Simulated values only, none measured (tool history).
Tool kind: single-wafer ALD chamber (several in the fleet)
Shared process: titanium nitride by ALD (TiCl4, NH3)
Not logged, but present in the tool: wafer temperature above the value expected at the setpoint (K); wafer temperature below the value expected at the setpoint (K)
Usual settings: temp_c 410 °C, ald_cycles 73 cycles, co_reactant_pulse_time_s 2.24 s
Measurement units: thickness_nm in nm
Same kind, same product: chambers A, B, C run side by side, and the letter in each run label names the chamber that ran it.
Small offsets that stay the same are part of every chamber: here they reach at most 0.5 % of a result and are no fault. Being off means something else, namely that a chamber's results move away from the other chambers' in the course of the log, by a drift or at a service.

run	hour	temp_c	ald_cycles	co_reactant_pulse_time_s	hours since the last thermocouple change	read-back reference wafer on the same gauge, thickness_nm	thickness_nm
1A	8.4	410	73	2.24	2153.6	1.4613	1.6274
2B	14.9	410	73	2.24	343.7	1.4604	1.6345
3C	24.9	410	73	2.24	142.2	1.4607	1.6170
4B	36.6	410	73	2.24	365.4	1.4600	1.6282
5A	42.6	410	73	2.24	2187.8	1.4610	1.6239
6C	49.9	402	66	2.24	167.2	1.4586	1.4648
7C	55.4	402	66	2.24	172.7	1.4610	1.4461
8A	66.2	402	66	2.24	2211.4	1.4592	1.4580
9B	72.4	410	73	2.24	401.2	1.4608	1.6143
10B	79.7	410	78	2.24	408.5	1.4612	1.7410
11A	87.7	410	78	2.24	2232.9	1.4604	1.7521
12C	93.0	410	78	2.24	210.3	1.4604	1.7366
13A	99.7	410	73	2.24	2244.9	1.4602	1.6301
14B	106.1	410	86	2.24	434.9	1.4612	1.9218
15C	117.6	410	86	2.24	234.9	1.4603	1.9058
16A	125.2	410	86	2.24	2270.4	1.4609	1.8836
17B	135.9	410	73	2.24	464.7	1.4605	1.6408
18C	142.5	410	73	2.24	259.8	1.4612	1.6162
19A	152.6	410	73	2.24	2297.8	1.4594	1.6195
20B	162.5	410	73	2.24	491.3	1.4596	1.6288
21C	168.6	410	73	2.24	285.9	1.4585	1.6295
22A	176.7	410	73	2.24	2321.9	1.4580	1.6293
23C	187.6	410	73	2.24	304.9	1.4586	1.6242
24B	194.9	410	73	2.24	523.7	1.4601	1.6262
25C	204.6	410	73	2.24	321.9	1.4594	1.6319
26A	212.3	410	73	2.24	2357.5	1.4595	1.6223
27B	222.1	410	73	2.24	550.9	1.4612	1.6312

For the next run the whole fleet of 3 chambers uses the same settings. Give each chamber's results:
28A	230.6	410	73	1.60			?
28B	230.6	410	73	1.60			?
28C	230.6	410	73	1.60			?

run	thickness_nm
28A	1.5991
28B	1.5966
28C	1.6098
